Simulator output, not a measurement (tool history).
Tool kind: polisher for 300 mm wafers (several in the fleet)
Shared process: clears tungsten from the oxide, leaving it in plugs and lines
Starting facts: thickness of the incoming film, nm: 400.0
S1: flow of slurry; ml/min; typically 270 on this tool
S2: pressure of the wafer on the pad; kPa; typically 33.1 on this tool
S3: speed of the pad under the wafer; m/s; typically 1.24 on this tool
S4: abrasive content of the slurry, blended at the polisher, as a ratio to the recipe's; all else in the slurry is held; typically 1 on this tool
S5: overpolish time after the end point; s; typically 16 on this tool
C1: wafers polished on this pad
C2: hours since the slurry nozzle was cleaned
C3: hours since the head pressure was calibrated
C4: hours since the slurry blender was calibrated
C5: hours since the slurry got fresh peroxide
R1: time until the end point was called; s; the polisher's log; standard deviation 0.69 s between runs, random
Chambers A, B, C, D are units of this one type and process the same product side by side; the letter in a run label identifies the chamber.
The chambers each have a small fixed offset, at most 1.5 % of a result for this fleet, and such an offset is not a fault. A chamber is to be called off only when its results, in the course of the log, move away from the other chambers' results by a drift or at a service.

| run | hour | S1 | S2 | S3 | S4 | S5 | C1 | C2 | C3 | C4 | C5 | R1 |
|---|---|---|---|---|---|---|---|---|---|---|---|---|
| 1D | 3.6 | 270 | 33.1 | 1.24 | 1 | 16 | 680 | 351.8 | 55.7 | 22.6 | 47.5 | 58.92 |
| 2C | 6.6 | 270 | 33.1 | 1.24 | 1 | 16 | 599 | 199.7 | 842.3 | 132.5 | 84.3 | 57.289 |
| 3A | 9.1 | 270 | 33.1 | 1.24 | 1 | 16 | 441 | 133.4 | 28.4 | 424.4 | 68.3 | 56.538 |
| 4B | 12 | 270 | 33.1 | 1.24 | 1 | 16 | 610 | 335.3 | 663.4 | 158.4 | 40.6 | 56.274 |
| 5A | 17.2 | 270 | 33.1 | 1.24 | 1 | 16 | 552 | 141.5 | 36.5 | 432.5 | 76.4 | 57.628 |
|  | 19.8 | chamber A: slurry tank refilled with fresh slurry and peroxide |
| 6B | 21.9 | 270 | 33.1 | 1.24 | 1 | 16 | 745 | 345.2 | 673.3 | 168.3 | 50.5 | 56.342 |
|  | 26 | chamber A: slurry blender recalibrated |
| 7D | 26.8 | 270 | 33.1 | 1.38 | 1 | 16 | 997 | 375 | 78.9 | 45.8 | 70.7 | 52.303 |
| 8C | 31.7 | 270 | 33.1 | 1.38 | 1 | 16 | 942 | 224.8 | 867.4 | 157.6 | 109.4 | 52.724 |
| 9A | 34.3 | 270 | 33.1 | 1.38 | 1 | 16 | 785 | 158.6 | 53.6 | 8.3 | 14.6 | 50.935 |
|  | 38.1 | chamber D: worn pad replaced by a new one |
| 10D | 38.1 | 270 | 33.1 | 1.38 | 1 | 16 | 0 | 386.3 | 90.2 | 57.1 | 82 | 53.235 |
| 11C | 40.7 | 270 | 33.1 | 1.24 | 1 | 16 | 1065 | 233.8 | 876.4 | 166.6 | 118.4 | 57.452 |
|  | 44.8 | chamber B: slurry tank refilled with fresh slurry and peroxide |
| 12B | 45.6 | 270 | 33.1 | 1.24 | 1 | 16 | 1069 | 368.9 | 697 | 192 | 0.8 | 56.899 |
|  | 47.8 | chamber B: head pressure recalibrated |
| 13A | 48.2 | 270 | 33.1 | 1.24 | 1 | 16 | 975 | 172.5 | 67.5 | 22.2 | 28.5 | 57.201 |
|  | 50.5 | chamber C: slurry blender recalibrated |
| 14D | 50.9 | 270 | 33.1 | 1.24 | 1 | 16 | 175 | 399.1 | 103 | 69.9 | 94.8 | 57.926 |
|  | 51.3 | chamber A: worn pad replaced by a new one |
| 15B | 53.5 | 270 | 33.1 | 1.24 | 1 | 16 | 1177 | 376.8 | 5.8 | 199.9 | 8.7 | 51.111 |
|  | 55.7 | chamber C: worn pad replaced by a new one |
| 16C | 58.7 | 270 | 33.1 | 1.24 | 1 | 16 | 41 | 251.8 | 894.4 | 8.2 | 136.4 | 56.557 |
| 17B | 63.7 | 230 | 33.1 | 1.24 | 1 | 16 | 1316 | 387 | 16 | 210.1 | 18.9 | 52.762 |
| 18D | 68.8 | 230 | 33.1 | 1.24 | 1 | 16 | 419 | 417 | 120.9 | 87.8 | 112.7 | 60.066 |
| 19C | 71.4 | 230 | 33.1 | 1.24 | 1 | 16 | 214 | 264.5 | 907.1 | 20.9 | 149.1 | 59.033 |
| 20A | 74.5 | 230 | 33.1 | 1.24 | 1 | 16 | 317 | 198.8 | 93.8 | 48.5 | 54.8 | 57.087 |
|  | 78.7 | chamber D: slurry tank refilled with fresh slurry and peroxide |
| 21C | 78.9 | 270 | 33.1 | 1.24 | 1 | 16 | 317 | 272 | 914.6 | 28.4 | 156.6 | 57.478 |
|  | 81.2 | chamber B: worn pad replaced by a new one |
| 22B | 84 | 270 | 33.1 | 1.24 | 1 | 16 | 38 | 407.3 | 36.3 | 230.4 | 39.2 | 52.894 |
| 23D | 88.2 | 225 | 33.1 | 1.24 | 1 | 16 | 684 | 436.4 | 140.3 | 107.2 | 9.5 | 57.735 |
| 24A | 92.9 | 225 | 33.1 | 1.24 | 1 | 16 | 569 | 217.2 | 112.2 | 66.9 | 73.2 | 59.48 |
|  | 94 | chamber A: slurry tank refilled with fresh slurry and peroxide |
|  | 95.6 | chamber C: slurry tank refilled with fresh slurry and peroxide |
| 25A | 97.3 | 225 | 33.1 | 1.24 | 1 | 16 | 629 | 221.6 | 116.6 | 71.3 | 3.3 | 58.315 |
|  | 100.6 | chamber B: slurry blender recalibrated |
| 26C | 102.5 | 225 | 33.1 | 1.24 | 1 | 16 | 639 | 295.6 | 938.2 | 52 | 7 | 59.218 |
| 27D | 106.2 | 270 | 25.5 | 1.24 | 1 | 25 | 930 | 454.4 | 158.3 | 125.2 | 27.5 | 75.611 |
| 28B | 109.4 | 270 | 25.5 | 1.24 | 1 | 25 | 385 | 432.7 | 61.7 | 8.9 | 64.6 | 68.535 |
| 29D | 113.3 | 270 | 25.5 | 1.24 | 1 | 25 | 1027 | 461.5 | 165.4 | 132.3 | 34.6 | 74.571 |
| 30A | 115.9 | 270 | 25.5 | 1.24 | 1 | 25 | 883 | 240.2 | 135.2 | 89.9 | 21.9 | 75.661 |
| 31C | 120.2 | 270 | 33.1 | 1.24 | 1 | 16 | 881 | 313.3 | 955.9 | 69.7 | 24.7 | 57.853 |
| 32B | 124.6 | 270 | 33.1 | 1.24 | 1 | 16 | 592 | 447.9 | 76.9 | 24.1 | 79.8 | 52.906 |
| 33B | 128.4 | 270 | 36.5 | 1.24 | 1 | 16 | 644 | 451.7 | 80.7 | 27.9 | 83.6 | 47.477 |
|  | 129.4 | chamber A: worn pad replaced by a new one |
|  | 131.8 | chamber D: worn pad replaced by a new one |
| 34C | 132.1 | 270 | 36.5 | 1.24 | 1 | 16 | 1043 | 325.2 | 967.8 | 81.6 | 36.6 | 52.919 |
| 35A | 136.1 | 270 | 36.5 | 1.24 | 1 | 16 | 92 | 260.4 | 155.4 | 110.1 | 42.1 | 51.922 |
| 36D | 139.6 | 270 | 36.5 | 1.24 | 1 | 16 | 107 | 487.8 | 191.7 | 158.6 | 60.9 | 52.685 |
|  | 139.8 | chamber B: slurry tank refilled with fresh slurry and peroxide |
| 37B | 143.7 | 270 | 33.1 | 1.24 | 1 | 16 | 853 | 467 | 96 | 43.2 | 3.9 | 51.493 |
| 38D | 146.5 | 205 | 33.1 | 1.24 | 1 | 16 | 201 | 494.7 | 198.6 | 165.5 | 67.8 | 61.297 |

All 4 chambers run these settings next. Forecast each chamber's results:
| 39A | 150.3 | 270 | 33.1 | 1.24 | 1 | 16 |  |  |  |  |  | ? |
| 39B | 150.3 | 270 | 33.1 | 1.24 | 1 | 16 |  |  |  |  |  | ? |
| 39C | 150.3 | 270 | 33.1 | 1.24 | 1 | 16 |  |  |  |  |  | ? |
| 39D | 150.3 | 270 | 33.1 | 1.24 | 1 | 16 |  |  |  |  |  | ? |

| run | R1 |
|---|---|
| 39A | 57.3 |
| 39B | 53.561 |
| 39C | 58.493 |
| 39D | 56.913 |
